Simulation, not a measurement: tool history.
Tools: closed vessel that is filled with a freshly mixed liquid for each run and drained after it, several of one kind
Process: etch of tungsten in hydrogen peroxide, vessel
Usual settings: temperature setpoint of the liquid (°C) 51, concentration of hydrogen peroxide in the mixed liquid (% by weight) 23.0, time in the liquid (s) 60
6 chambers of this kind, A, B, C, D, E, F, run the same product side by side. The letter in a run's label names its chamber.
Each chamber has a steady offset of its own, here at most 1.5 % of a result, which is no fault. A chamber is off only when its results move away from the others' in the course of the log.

run	hour	temperature setpoint of the liquid (°C)	concentration of hydrogen peroxide in the mixed liquid (% by weight)	time in the liquid (s)	read-back film thickness of the tungsten reference wafer, read on the same gauge (nm)	thickness taken off the tungsten on a monitor wafer (Å)
1E	7.4	51	23.0	60	129.99	1935.2
2A	12.8	51	23.0	60	130.00	1920.1
3C	20.4	51	23.0	60	130.00	1897.9
4D	25.9	51	23.0	60	130.01	1926.4
5F	34.9	51	23.0	60	130.00	1900.1
6B	41.9	51	23.0	60	130.00	1866.2
7C	50.7	51	23.0	60	129.99	1921.4
8B	57.5	51	23.0	60	129.98	1886.2
9E	64.3	51	23.0	60	130.01	1929.7
# hour 64.5: chamber D: peroxide flow meter replaced
10F	69.6	51	23.0	60	130.00	1914.2
11D	74.3	51	23.0	60	129.99	1901.5
12A	83.3	51	23.0	60	130.01	1887.1
# hour 89.4: chamber A: peroxide flow meter replaced
13C	91.3	51	23.0	60	129.98	1893.5
14A	96.9	51	23.0	60	130.01	1922.6
# hour 97.9: chamber E: thermometer replaced
15F	103.7	51	23.0	60	129.97	1900.2
# hour 105.1: chamber E: new drum of peroxide connected
# hour 110.9: chamber B: peroxide flow meter replaced
16B	113.8	51	23.0	85	130.02	2685.7
17E	118.7	51	23.0	85	130.00	2731.8
# hour 120.6: chamber F: thermometer replaced
18D	123.7	51	23.0	85	130.00	2701.1
# hour 124.9: chamber C: thermometer replaced
19F	133.4	51	23.0	85	129.99	2720.6
# hour 138.6: chamber B: new drum of peroxide connected
20C	141.0	51	23.0	85	129.98	2700.0
21B	149.2	51	23.0	85	130.00	2673.6
22D	153.9	51	23.0	60	129.99	1920.4
23A	162.1	51	23.0	60	130.00	1914.0
24E	167.5	51	23.0	60	130.01	1940.3
25E	174.9	51	23.0	60	130.01	1926.2
26D	183.1	51	23.0	60	130.00	1926.7
27B	189.0	51	23.0	60	130.02	1898.5
28A	195.4	57	20.0	60	129.97	2554.5
29C	205.2	57	20.0	60	130.02	2577.5
30F	213.9	57	20.0	60	130.02	2516.1
31B	223.4	57	20.0	60	130.00	2511.5
32D	229.3	57	20.0	60	129.99	2544.8
33E	235.0	57	20.0	60	130.03	2583.1
34C	243.5	51	23.0	60	130.00	1918.5
35F	252.7	51	23.0	60	130.01	1905.9
36A	259.7	51	23.0	60	130.00	1904.1
# hour 261.1: chamber B: thermometer replaced
37B	269.1	51	23.0	60	130.00	1894.8
38C	278.4	51	23.0	60	129.99	1913.4
39D	287.0	51	23.0	60	130.00	1911.5
40E	293.8	51	23.0	60	130.00	1920.6
41F	304.1	51	23.0	60	130.00	1885.8

What goes on in this fleet: one chamber off, a drifting gauge, or nothing beyond the chambers' own small offsets? Name the chamber and the cause, if any.

No chamber stands off beyond its own small offset, and the gauge holds steady.

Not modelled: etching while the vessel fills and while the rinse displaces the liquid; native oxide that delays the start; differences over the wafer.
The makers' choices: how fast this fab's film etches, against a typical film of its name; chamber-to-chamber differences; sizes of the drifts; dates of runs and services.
